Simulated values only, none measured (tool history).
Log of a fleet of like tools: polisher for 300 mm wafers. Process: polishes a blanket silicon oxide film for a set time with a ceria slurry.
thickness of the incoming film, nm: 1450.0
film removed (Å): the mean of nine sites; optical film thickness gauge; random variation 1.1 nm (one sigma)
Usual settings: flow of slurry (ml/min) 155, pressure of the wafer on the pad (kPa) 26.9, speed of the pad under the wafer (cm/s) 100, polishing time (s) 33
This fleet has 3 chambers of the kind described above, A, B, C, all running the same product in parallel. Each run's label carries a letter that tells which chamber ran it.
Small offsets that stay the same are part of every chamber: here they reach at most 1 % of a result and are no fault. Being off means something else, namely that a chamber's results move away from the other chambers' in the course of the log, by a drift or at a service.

run,hour,flow of slurry (ml/min),pressure of the wafer on the pad (kPa),speed of the pad under the wafer (cm/s),polishing time (s),wafers polished on this pad,hours since the slurry nozzle was cleaned,hours since the head pressure was calibrated,film removed (Å)
1A,4.4,155,26.9,100,33,435,404.4,470.3,1567.1
2B,8.0,155,26.9,100,33,514,49.4,472.4,1593.5
3C,12.2,155,26.9,100,33,1194,174.1,272.8,1565.0
4B,15.8,155,26.9,100,33,616,57.2,480.2,1599.9
5A,19.3,155,26.9,100,33,630,419.3,485.2,1569.0
6C,21.8,155,26.9,100,33,1319,183.7,282.4,1559.5
7C,26.7,155,26.9,100,33,1384,188.6,287.3,1573.5
8B,29.3,155,26.9,100,33,793,70.7,493.7,1581.3
# hour 32.6: chamber C: worn pad replaced by a new one
9A,34.6,155,26.9,100,33,830,434.6,500.5,1596.5
# hour 36.3: chamber A: worn pad replaced by a new one
10A,37.7,155,26.9,100,33,18,437.7,503.6,1565.9
11C,42.5,155,26.9,100,33,130,204.4,303.1,1567.7
# hour 45.7: chamber B: worn pad replaced by a new one
12B,46.4,155,26.9,100,33,10,87.8,510.8,1585.7
13A,51.6,155,26.9,66,44,200,451.6,517.5,1410.6
14B,56.1,155,26.9,66,44,137,97.5,520.5,1398.4
15C,61.1,155,26.9,66,44,374,223.0,321.7,1387.7
16C,64.3,155,26.9,100,33,415,226.2,324.9,1575.7
17B,68.7,125,26.9,100,24,302,110.1,533.1,1113.2
18A,71.4,125,26.9,100,24,460,471.4,537.3,1086.2
19B,73.9,125,26.9,100,24,370,115.3,538.3,1112.9
20A,76.6,155,26.9,100,43,528,476.6,542.5,2001.8
# hour 80.5: chamber C: head pressure recalibrated
21C,81.3,155,26.9,100,43,638,243.2,0.9,2009.0
22A,84.1,155,26.9,100,43,626,484.1,550.0,2004.8
23B,87.2,155,26.9,100,33,545,128.6,551.6,1584.5
24C,91.5,155,26.9,100,33,772,253.4,11.1,1547.1
25C,94.8,155,26.9,100,33,815,256.7,14.4,1564.8
26A,97.7,155,26.9,100,33,804,497.7,563.6,1498.1
27B,102.0,155,26.9,100,33,739,143.4,566.4,1607.2
# hour 103.9: chamber A: worn pad replaced by a new one
28B,104.9,155,26.9,100,33,777,146.3,569.3,1607.0
29A,109.2,155,26.9,100,33,70,509.2,575.1,1498.7
30C,113.7,155,26.9,100,33,1063,275.6,33.3,1569.2
# hour 115.3: chamber B: worn pad replaced by a new one
31B,117.1,155,26.9,100,33,23,158.5,581.5,1587.7
32C,119.9,155,26.9,100,33,1144,281.8,39.5,1561.3
33A,124.8,155,26.9,100,33,274,524.8,590.7,1469.9
34A,127.8,155,26.9,100,33,314,527.8,593.7,1456.1
35C,132.2,155,26.9,100,33,1305,294.1,51.8,1572.4

The same settings go to every chamber for the next run, one line per chamber below. Forecast the results for each:
36A,136.0,155,26.9,100,26,,,,?
36B,136.0,155,26.9,100,26,,,,?
36C,136.0,155,26.9,100,26,,,,?

run,film removed (Å)
36A,1145.0
36B,1240.7
36C,1234.3
